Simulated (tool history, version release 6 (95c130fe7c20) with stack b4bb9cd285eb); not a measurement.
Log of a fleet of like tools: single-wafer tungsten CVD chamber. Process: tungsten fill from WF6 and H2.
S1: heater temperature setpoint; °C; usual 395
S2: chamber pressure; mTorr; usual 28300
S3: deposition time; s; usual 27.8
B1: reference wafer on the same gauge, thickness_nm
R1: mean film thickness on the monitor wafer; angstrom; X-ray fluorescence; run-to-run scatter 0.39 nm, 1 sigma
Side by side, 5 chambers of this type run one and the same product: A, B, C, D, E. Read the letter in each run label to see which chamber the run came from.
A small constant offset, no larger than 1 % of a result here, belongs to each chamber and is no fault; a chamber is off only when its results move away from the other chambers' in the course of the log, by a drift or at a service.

Run 1B, hour 4.3: usual settings; B1 81.006. Result: R1 710.05 angstrom.
Run 2D, hour 7: usual settings; B1 81.135. Result: R1 721.82 angstrom.
Run 3E, hour 11.8: usual settings; B1 81.113. Result: R1 705.16 angstrom.
Run 4A, hour 16.3: usual settings; B1 81.205. Result: R1 717.51 angstrom.
Run 5C, hour 21.6: usual settings; B1 81.156. Result: R1 713.31 angstrom.
Run 6D, hour 25: usual settings; B1 81.077. Result: R1 716.92 angstrom.
Run 7C, hour 29.7: usual settings; B1 81.092. Result: R1 714.91 angstrom.
Run 8B, hour 34.2: usual settings but S2 33400 mTorr, S3 25.5 s; B1 81.123. Result: R1 708.34 angstrom.
Run 9A, hour 38.5: usual settings but S2 33400 mTorr, S3 25.5 s; B1 81.107. Result: R1 707.88 angstrom.
Run 10E, hour 40.9: usual settings but S2 33400 mTorr, S3 25.5 s; B1 81.194. Result: R1 702.29 angstrom.
Run 11B, hour 44.7: usual settings but S2 33400 mTorr, S3 25.5 s; B1 81.13. Result: R1 701.44 angstrom.
At hour 45.4: chamber B: capacitance manometer re-zeroed and calibrated.
Run 12D, hour 48.7: usual settings but S2 33400 mTorr, S3 25.5 s; B1 81.167. Result: R1 701.95 angstrom.
Run 13A, hour 53.2: usual settings; B1 80.943. Result: R1 708.43 angstrom.
Run 14C, hour 56.1: usual settings but S3 33.2 s; B1 81.162. Result: R1 855.57 angstrom.
Run 15E, hour 58.7: usual settings but S3 33.2 s; B1 81.047. Result: R1 845.16 angstrom.
Run 16E, hour 61.3: usual settings but S3 33.2 s; B1 81.11. Result: R1 849.56 angstrom.
Run 17A, hour 63.7: usual settings but S3 33.2 s; B1 81.127. Result: R1 840.81 angstrom.
Run 18D, hour 67.6: usual settings but S3 33.2 s; B1 81.142. Result: R1 847.75 angstrom.
Run 19C, hour 71.3: usual settings; B1 81.16. Result: R1 709.25 angstrom.
Run 20B, hour 76: usual settings but S2 32000 mTorr, S3 30.6 s; B1 81.068. Result: R1 818.39 angstrom.
Run 21D, hour 80: usual settings but S2 32000 mTorr, S3 30.6 s; B1 81.11. Result: R1 835.49 angstrom.
At hour 80.7: chamber D: capacitance manometer re-zeroed and calibrated.
Run 22C, hour 84.9: usual settings but S2 32000 mTorr, S3 30.6 s; B1 81.137. Result: R1 832.46 angstrom.
Run 23E, hour 90.2: usual settings but S2 32000 mTorr, S3 30.6 s; B1 81.056. Result: R1 822.88 angstrom.
Run 24A, hour 94.4: usual settings but S2 32000 mTorr, S3 30.6 s; B1 81.158. Result: R1 830.72 angstrom.
Run 25B, hour 96.9: usual settings; B1 81.075. Result: R1 684.2 angstrom.
Run 26E, hour 101.7: usual settings; B1 81.079. Result: R1 702.78 angstrom.
Run 27B, hour 105.8: usual settings; B1 81.179. Result: R1 682.57 angstrom.
Run 28A, hour 109.5: usual settings; B1 81.162. Result: R1 710.58 angstrom.
Run 29D, hour 114: usual settings; B1 81.188. Result: R1 720.77 angstrom.
Run 30C, hour 118.2: usual settings but S1 409 °C; B1 81.14. Result: R1 919.51 angstrom.
Run 31E, hour 122.8: usual settings but S1 409 °C; B1 81.07. Result: R1 917.5 angstrom.
Run 32D, hour 126.4: usual settings but S1 409 °C; B1 81.077. Result: R1 918.25 angstrom.
Run 33B, hour 131.7: usual settings but S1 409 °C; B1 81.052. Result: R1 869.55 angstrom.
Run 34C, hour 137.1: usual settings but S1 409 °C; B1 81.174. Result: R1 919.58 angstrom.
Run 35A, hour 141.1: usual settings but S2 32200 mTorr; B1 81.055. Result: R1 751.96 angstrom.
Run 36B, hour 144: usual settings but S2 32200 mTorr; B1 81.052. Result: R1 721.02 angstrom.
Run 37D, hour 147.1: usual settings but S2 32200 mTorr; B1 81.19. Result: R1 756.8 angstrom.
Run 38E, hour 151: usual settings but S2 32200 mTorr; B1 81.011. Result: R1 750.47 angstrom.
At hour 155.7: chamber E: thermocouple changed; heater temperature recalibrated.
Run 39C, hour 156.4: usual settings but S2 32200 mTorr; B1 81.1. Result: R1 756.19 angstrom.
Run 40A, hour 161.3: usual settings; B1 81.207. Result: R1 708.03 angstrom.
Run 41E, hour 166.4: usual settings; B1 81.052. Result: R1 711.85 angstrom.
Run 42B, hour 170.6: usual settings; B1 81.082. Result: R1 658.27 angstrom.
Run 43D, hour 174.3: usual settings; B1 81.222. Result: R1 711.79 angstrom.

For the next run the whole fleet of 5 chambers uses the same settings. Give each chamber's results:
Run 44A, hour 178.2: usual settings but S1 383 °C. Result: R1 ?.
Run 44B, hour 178.2: usual settings but S1 383 °C. Result: R1 ?.
Run 44C, hour 178.2: usual settings but S1 383 °C. Result: R1 ?.
Run 44D, hour 178.2: usual settings but S1 383 °C. Result: R1 ?.
Run 44E, hour 178.2: usual settings but S1 383 °C. Result: R1 ?.

run      R1
44A  565.64
44B  521.67
44C  570.57
44D  569.71
44E  561.51

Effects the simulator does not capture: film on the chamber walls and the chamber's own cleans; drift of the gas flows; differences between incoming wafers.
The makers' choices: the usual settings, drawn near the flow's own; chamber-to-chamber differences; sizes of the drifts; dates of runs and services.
